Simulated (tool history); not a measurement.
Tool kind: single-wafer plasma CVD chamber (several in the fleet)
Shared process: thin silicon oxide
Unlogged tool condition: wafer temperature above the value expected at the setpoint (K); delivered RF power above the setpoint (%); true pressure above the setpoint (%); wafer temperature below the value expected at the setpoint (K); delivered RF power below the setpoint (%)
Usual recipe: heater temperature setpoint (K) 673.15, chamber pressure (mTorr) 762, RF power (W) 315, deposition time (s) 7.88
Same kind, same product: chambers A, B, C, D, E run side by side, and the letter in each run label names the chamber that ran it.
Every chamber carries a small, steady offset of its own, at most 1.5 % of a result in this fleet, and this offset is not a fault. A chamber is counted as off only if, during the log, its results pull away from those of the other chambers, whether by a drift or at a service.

| run | day | heater temperature setpoint (K) | chamber pressure (mTorr) | RF power (W) | deposition time (s) | hours since the last thermocouple change | hours since the last RF generator calibration | hours since the last manometer calibration | read-back reference wafer on the same gauge, thickness_nm | mean film thickness on the monitor wafer (Å) |
|---|---|---|---|---|---|---|---|---|---|---|
| 1C | 0.362 | 673.15 | 762 | 315 | 7.88 | 753.4 | 195.3 | 239.1 | 12.495 | 140.99 |
|  | 0.633 | chamber B: capacitance manometer re-zeroed and calibrated |
| 2D | 0.750 | 673.15 | 762 | 315 | 7.88 | 140.0 | 170.1 | 1075.3 | 12.518 | 141.16 |
| 3A | 1.100 | 673.15 | 762 | 315 | 7.88 | 743.7 | 241.1 | 987.3 | 12.487 | 140.69 |
| 4B | 1.600 | 673.15 | 762 | 315 | 7.88 | 1486.4 | 1765.6 | 23.2 | 12.504 | 141.06 |
| 5E | 1.912 | 673.15 | 762 | 315 | 7.88 | 996.8 | 115.1 | 1734.9 | 12.505 | 138.47 |
| 6E | 2.400 | 673.15 | 762 | 315 | 7.88 | 1008.5 | 126.8 | 1746.6 | 12.498 | 139.14 |
|  | 2.558 | chamber A: capacitance manometer re-zeroed and calibrated |
| 7B | 2.825 | 673.15 | 762 | 315 | 7.88 | 1515.8 | 1795.0 | 52.6 | 12.512 | 142.15 |
| 8D | 3.125 | 673.15 | 762 | 315 | 7.88 | 197.0 | 227.1 | 1132.3 | 12.503 | 141.97 |
| 9A | 3.483 | 673.15 | 762 | 315 | 7.88 | 800.9 | 298.3 | 22.3 | 12.506 | 141.27 |
| 10C | 3.825 | 673.15 | 762 | 315 | 7.88 | 836.5 | 278.4 | 322.2 | 12.500 | 139.71 |
| 11A | 4.179 | 673.15 | 762 | 315 | 7.88 | 817.6 | 315.0 | 39.0 | 12.496 | 141.13 |
| 12D | 4.667 | 673.15 | 762 | 315 | 7.13 | 234.0 | 264.1 | 1169.3 | 12.503 | 127.12 |
| 13E | 5.108 | 673.15 | 762 | 315 | 7.13 | 1073.5 | 191.8 | 1811.6 | 12.499 | 126.01 |
| 14C | 5.442 | 673.15 | 762 | 315 | 7.13 | 875.3 | 317.2 | 361.0 | 12.511 | 126.20 |
| 15B | 5.888 | 673.15 | 762 | 315 | 7.13 | 1589.3 | 1868.5 | 126.1 | 12.494 | 128.24 |
| 16A | 6.321 | 673.15 | 762 | 315 | 7.13 | 869.0 | 366.4 | 90.4 | 12.486 | 128.17 |
| 17C | 6.825 | 673.15 | 762 | 315 | 7.88 | 908.5 | 350.4 | 394.2 | 12.509 | 139.95 |
| 18E | 7.192 | 673.15 | 762 | 315 | 7.88 | 1123.5 | 241.8 | 1861.6 | 12.501 | 139.56 |
| 19B | 7.496 | 673.15 | 762 | 315 | 7.88 | 1627.9 | 1907.1 | 164.7 | 12.503 | 139.83 |
| 20D | 7.771 | 673.15 | 762 | 315 | 7.88 | 308.5 | 338.6 | 1243.8 | 12.500 | 141.04 |
| 21E | 8.088 | 673.15 | 637 | 315 | 7.88 | 1145.0 | 263.3 | 1883.1 | 12.507 | 115.80 |
| 22B | 8.392 | 673.15 | 637 | 315 | 7.88 | 1649.4 | 1928.6 | 186.2 | 12.499 | 117.57 |
|  | 8.521 | chamber D: capacitance manometer re-zeroed and calibrated |
| 23D | 8.712 | 673.15 | 637 | 315 | 7.88 | 331.1 | 361.2 | 4.6 | 12.511 | 116.88 |
| 24A | 9.221 | 673.15 | 637 | 315 | 7.88 | 938.6 | 436.0 | 160.0 | 12.480 | 117.20 |
| 25C | 9.517 | 673.15 | 637 | 315 | 7.88 | 973.1 | 415.0 | 458.8 | 12.496 | 115.71 |
| 26A | 10.004 | 673.15 | 762 | 315 | 7.88 | 957.4 | 454.8 | 178.8 | 12.496 | 140.63 |
| 27E | 10.308 | 673.15 | 762 | 315 | 7.88 | 1198.3 | 316.6 | 1936.4 | 12.505 | 139.17 |
| 28C | 10.683 | 673.15 | 762 | 315 | 7.88 | 1001.1 | 443.0 | 486.8 | 12.496 | 139.15 |
| 29D | 10.925 | 673.15 | 762 | 315 | 7.88 | 384.2 | 414.3 | 57.7 | 12.488 | 141.68 |
| 30B | 11.200 | 673.15 | 762 | 315 | 7.88 | 1716.8 | 1996.0 | 253.6 | 12.508 | 141.01 |
| 31B | 11.471 | 673.15 | 762 | 315 | 7.88 | 1723.3 | 2002.5 | 260.1 | 12.509 | 140.61 |
| 32A | 11.750 | 673.15 | 762 | 315 | 7.88 | 999.3 | 496.7 | 220.7 | 12.493 | 141.05 |
| 33E | 11.992 | 673.15 | 762 | 315 | 7.88 | 1238.7 | 357.0 | 1976.8 | 12.504 | 138.63 |
| 34D | 12.229 | 673.15 | 601 | 315 | 7.88 | 415.5 | 445.6 | 89.0 | 12.487 | 109.59 |

Read the log: is a single chamber off, either drifting away or since a service, is the gauge that measures every chamber drifting, or is nothing wrong beyond small per-chamber offsets? Name any odd chamber and what most likely caused it.

Nothing is wrong: each chamber keeps only its own small, steady offset and the gauge holds still.
